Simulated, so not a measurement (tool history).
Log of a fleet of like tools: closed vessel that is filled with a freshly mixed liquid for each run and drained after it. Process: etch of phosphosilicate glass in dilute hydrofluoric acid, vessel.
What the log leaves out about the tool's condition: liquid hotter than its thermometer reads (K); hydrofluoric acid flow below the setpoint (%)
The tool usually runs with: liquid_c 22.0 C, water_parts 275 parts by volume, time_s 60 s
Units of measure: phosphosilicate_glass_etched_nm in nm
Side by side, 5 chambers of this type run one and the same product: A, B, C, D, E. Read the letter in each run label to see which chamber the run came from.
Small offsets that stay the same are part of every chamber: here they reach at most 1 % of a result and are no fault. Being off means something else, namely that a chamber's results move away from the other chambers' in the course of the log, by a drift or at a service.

run	day	liquid_c	water_parts	time_s	hours since the thermometer was replaced	hours since the hydrofluoric acid flow meter was replaced	read-back film thickness of the phosphosilicate glass reference wafer, read on the same gauge (nm)	phosphosilicate_glass_etched_nm
1E	0.208	22.0	275	60	444.5	133.9	69.983	33.844
2D	0.496	22.0	275	60	533.5	528.4	69.998	33.213
3B	0.625	22.0	275	60	2478.2	1363.0	69.999	33.602
4C	0.754	22.0	275	60	969.5	463.2	69.963	33.943
5A	1.021	22.0	275	60	616.4	765.7	69.992	33.445
6A	1.242	22.0	275	60	621.7	771.0	69.985	33.506
7B	1.471	24.5	275	60	2498.5	1383.3	70.001	37.139
8E	1.683	24.5	275	60	479.9	169.3	70.025	36.517
9D	1.833	24.5	275	60	565.6	560.5	69.972	36.184
10C	2.038	24.5	275	60	1000.3	494.0	70.017	36.691
11B	2.325	24.5	275	60	2519.0	1403.8	69.985	36.746
# day 2.450: chamber C: hydrofluoric acid flow meter replaced
12C	2.512	22.0	275	60	1011.7	1.5	69.995	33.626
13E	2.646	22.0	275	60	503.0	192.4	70.013	33.529
14D	2.796	22.0	275	60	588.7	583.6	69.954	32.821
15A	2.929	24.5	275	60	662.2	811.5	70.016	36.303
16B	3.142	24.5	275	60	2538.6	1423.4	69.994	36.628
17A	3.404	24.5	275	60	673.6	822.9	70.015	36.446
18E	3.575	24.5	275	60	525.3	214.7	70.003	36.845
19C	3.775	24.5	275	60	1042.0	31.8	70.032	36.716
20D	3.912	22.0	275	80	615.5	610.4	69.980	44.732
21A	4.158	22.0	275	80	691.7	841.0	69.987	44.210
22D	4.288	22.0	275	80	624.5	619.4	70.043	44.301
23B	4.521	22.0	275	80	2571.7	1456.5	69.967	44.853
24C	4.758	22.0	275	80	1065.6	55.4	69.978	44.935
25E	4.988	22.0	275	60	559.2	248.6	70.018	33.684
26E	5.192	22.0	275	60	564.1	253.5	69.972	33.304
27A	5.362	22.0	275	60	720.6	869.9	70.006	32.864
28D	5.500	22.0	275	60	653.6	648.5	70.007	33.837
29C	5.738	22.0	275	60	1089.1	78.9	70.022	33.753
30B	5.921	22.0	275	60	2605.3	1490.1	70.019	33.611
31C	6.204	25.5	275	60	1100.3	90.1	69.979	37.568
32E	6.362	25.5	275	60	592.2	281.6	70.010	37.910
33B	6.646	25.5	275	60	2622.7	1507.5	70.006	37.866
34A	6.788	25.5	275	60	754.8	904.1	70.019	37.499
35D	7.050	25.5	275	60	690.8	685.7	70.022	39.309
36E	7.221	19.0	275	40	612.8	302.2	69.989	20.107
37A	7.471	19.0	275	40	771.2	920.5	70.010	19.855
38D	7.612	19.0	275	40	704.3	699.2	69.985	20.793
39B	7.883	19.0	275	40	2652.4	1537.2	69.997	19.962

Next, all 5 chambers run the settings below, one line each with question marks for the results. What does each chamber give?
40A	8.092	22.0	275	60				?
40B	8.092	22.0	275	60				?
40C	8.092	22.0	275	60				?
40D	8.092	22.0	275	60				?
40E	8.092	22.0	275	60				?

run	phosphosilicate_glass_etched_nm
40A	33.332
40B	33.748
40C	33.275
40D	34.637
40E	33.515
